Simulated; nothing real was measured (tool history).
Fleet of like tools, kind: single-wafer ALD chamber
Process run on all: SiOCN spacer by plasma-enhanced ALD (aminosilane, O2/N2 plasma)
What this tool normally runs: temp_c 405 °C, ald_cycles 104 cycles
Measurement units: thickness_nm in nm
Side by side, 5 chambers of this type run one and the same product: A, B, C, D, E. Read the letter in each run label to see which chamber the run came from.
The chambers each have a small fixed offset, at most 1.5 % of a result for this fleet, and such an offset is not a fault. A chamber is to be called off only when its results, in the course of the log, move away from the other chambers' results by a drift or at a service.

run	day	temp_c	ald_cycles	read-back reference wafer on the same gauge, thickness_nm	thickness_nm
1E	0.462	405	104	6.5976	6.1157
2C	0.729	405	104	6.6074	6.1347
3B	1.092	405	104	6.6031	6.1728
4A	1.538	405	104	6.5949	6.3169
5D	1.775	405	104	6.6051	6.1707
# day 2.042: chamber D: thermocouple changed; heater temperature recalibrated
6C	2.129	392	104	6.6051	6.2862
7B	2.546	392	104	6.5917	6.3029
8E	2.808	392	104	6.5903	6.1896
9D	3.133	392	104	6.6037	6.3302
10A	3.362	392	104	6.6062	6.3603
11B	3.683	405	104	6.5966	6.2037
12E	4.062	405	104	6.6019	6.1093
13C	4.488	405	104	6.6029	6.1787
14A	4.879	405	104	6.5905	6.2357
15D	5.238	405	104	6.6062	6.2427
16A	5.646	405	104	6.6017	6.3049
17C	5.967	405	104	6.5941	6.197
18B	6.333	405	104	6.6021	6.1462
19E	6.688	405	104	6.5984	6.0826
20D	6.929	405	104	6.5929	6.2127
21D	7.175	405	104	6.609	6.2713
22B	7.592	405	104	6.59	6.1459
23E	7.858	405	104	6.5953	6.1051
24C	8.204	405	104	6.5977	6.1932
25A	8.475	405	104	6.6081	6.2849
26A	8.85	405	104	6.5999	6.2578
27E	9.133	405	104	6.6053	6.1571
28D	9.367	405	104	6.5964	6.2237
29C	9.675	405	86	6.5939	5.1167
30B	10.104	405	86	6.6033	5.1086
31A	10.608	405	86	6.6023	5.1668
32B	11.025	405	86	6.6036	5.1296
33D	11.329	405	86	6.6034	5.1648
34E	11.688	405	104	6.5987	6.1059
35C	12.079	405	104	6.6048	6.1681
36A	12.55	405	104	6.5948	6.2399
37E	12.962	405	104	6.6031	6.1429
38D	13.275	405	104	6.6083	6.2164
39B	13.754	405	113	6.6039	6.7309

Read the log: is a single chamber off, either drifting away or since a service, is the gauge that measures every chamber drifting, or is nothing wrong beyond small per-chamber offsets? Name any odd chamber and what most likely caused it.

All chambers stay in line apart from their small fixed offsets, and the gauge does not drift.
